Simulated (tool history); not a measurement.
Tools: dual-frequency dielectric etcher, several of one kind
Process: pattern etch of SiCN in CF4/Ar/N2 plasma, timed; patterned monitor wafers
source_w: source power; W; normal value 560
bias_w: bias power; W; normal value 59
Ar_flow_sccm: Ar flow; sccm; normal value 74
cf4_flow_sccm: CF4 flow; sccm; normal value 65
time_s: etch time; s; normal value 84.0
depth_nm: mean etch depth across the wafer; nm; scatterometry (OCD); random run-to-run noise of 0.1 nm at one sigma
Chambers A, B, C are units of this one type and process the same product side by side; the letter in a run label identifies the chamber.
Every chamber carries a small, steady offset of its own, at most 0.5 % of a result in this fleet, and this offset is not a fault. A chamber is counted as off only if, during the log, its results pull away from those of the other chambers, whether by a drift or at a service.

run,day,source_w,bias_w,Ar_flow_sccm,cf4_flow_sccm,time_s,hours since the last wet clean,hours since the last source power generator calibration,hours since the last bias power generator calibration,hours since the last Ar flow controller change,hours since the last CF4 flow controller change,"read-back reference wafer on the same gauge, depth_nm",depth_nm
1B,0.212,560,59,74,65,84.0,114.3,2718.0,232.8,671.5,3158.1,75.580,85.366
# day 0.446: chamber B: CF4 flow controller replaced
2C,0.454,560,59,74,65,84.0,367.0,2699.6,2786.6,2734.4,152.7,75.574,84.743
3A,0.604,560,59,74,65,84.0,391.1,1571.2,166.9,4978.6,2075.7,75.527,85.331
4A,0.733,560,59,74,65,84.0,394.2,1574.3,170.0,4981.7,2078.8,75.541,85.243
5C,0.929,560,59,74,65,84.0,378.4,2711.0,2798.0,2745.8,164.1,75.514,84.556
6B,1.108,560,59,74,65,84.0,135.8,2739.5,254.3,693.0,16.0,75.503,85.034
7B,1.233,560,59,74,65,84.0,138.8,2742.5,257.3,696.0,19.0,75.527,85.091
8C,1.392,560,59,74,55,84.0,389.5,2722.1,2809.1,2756.9,175.2,75.503,82.445
9A,1.588,560,59,74,55,84.0,414.7,1594.8,190.5,5002.2,2099.3,75.474,82.869
# day 1.629: chamber C: wet clean of the chamber
10B,1.712,560,59,74,55,84.0,150.3,2754.0,268.8,707.5,30.5,75.451,83.088
11C,1.867,560,59,74,65,84.0,5.8,2733.5,2820.5,2768.3,186.6,75.442,84.526
12A,1.975,560,59,61,65,72.5,424.0,1604.1,199.8,5011.5,2108.6,75.424,75.534
# day 2.175: chamber C: bias power generator calibrated
13B,2.179,560,59,61,65,72.5,161.5,2765.2,280.0,718.7,41.7,75.434,75.561
14C,2.354,560,59,61,65,72.5,17.5,2745.2,4.3,2780.0,198.3,75.385,75.122
15A,2.588,560,59,74,65,84.0,438.7,1618.8,214.5,5026.2,2123.3,75.393,84.938
16A,2.738,560,59,74,65,84.0,442.3,1622.4,218.1,5029.8,2126.9,75.350,85.019
17C,2.850,560,59,74,65,84.0,29.4,2757.1,16.2,2791.9,210.2,75.352,84.704
18B,3.062,560,59,74,65,84.0,182.7,2786.4,301.2,739.9,62.9,75.332,84.953
19A,3.262,560,59,74,65,84.0,454.9,1635.0,230.7,5042.4,2139.5,75.317,84.973
20B,3.388,560,45,84,65,84.0,190.5,2794.2,309.0,747.7,70.7,75.331,76.534
21C,3.508,560,45,84,65,84.0,45.2,2772.9,32.0,2807.7,226.0,75.290,75.950
22C,3.750,560,45,84,65,84.0,51.0,2778.7,37.8,2813.5,231.8,75.264,76.050
23A,3.871,560,59,74,65,84.0,469.5,1649.6,245.3,5057.0,2154.1,75.271,84.771
24B,4.067,560,59,74,65,84.0,206.8,2810.5,325.3,764.0,87.0,75.241,84.944
25A,4.271,560,59,74,65,84.0,479.1,1659.2,254.9,5066.6,2163.7,75.222,84.810

All chambers now run identical settings, listed one chamber a line with results as question marks. What results will each chamber show?
26A,4.446,560,59,74,54,84.0,,,,,,,?
26B,4.446,560,59,74,54,84.0,,,,,,,?
26C,4.446,560,59,74,54,84.0,,,,,,,?

run,depth_nm
26A,82.456
26B,82.343
26C,81.902

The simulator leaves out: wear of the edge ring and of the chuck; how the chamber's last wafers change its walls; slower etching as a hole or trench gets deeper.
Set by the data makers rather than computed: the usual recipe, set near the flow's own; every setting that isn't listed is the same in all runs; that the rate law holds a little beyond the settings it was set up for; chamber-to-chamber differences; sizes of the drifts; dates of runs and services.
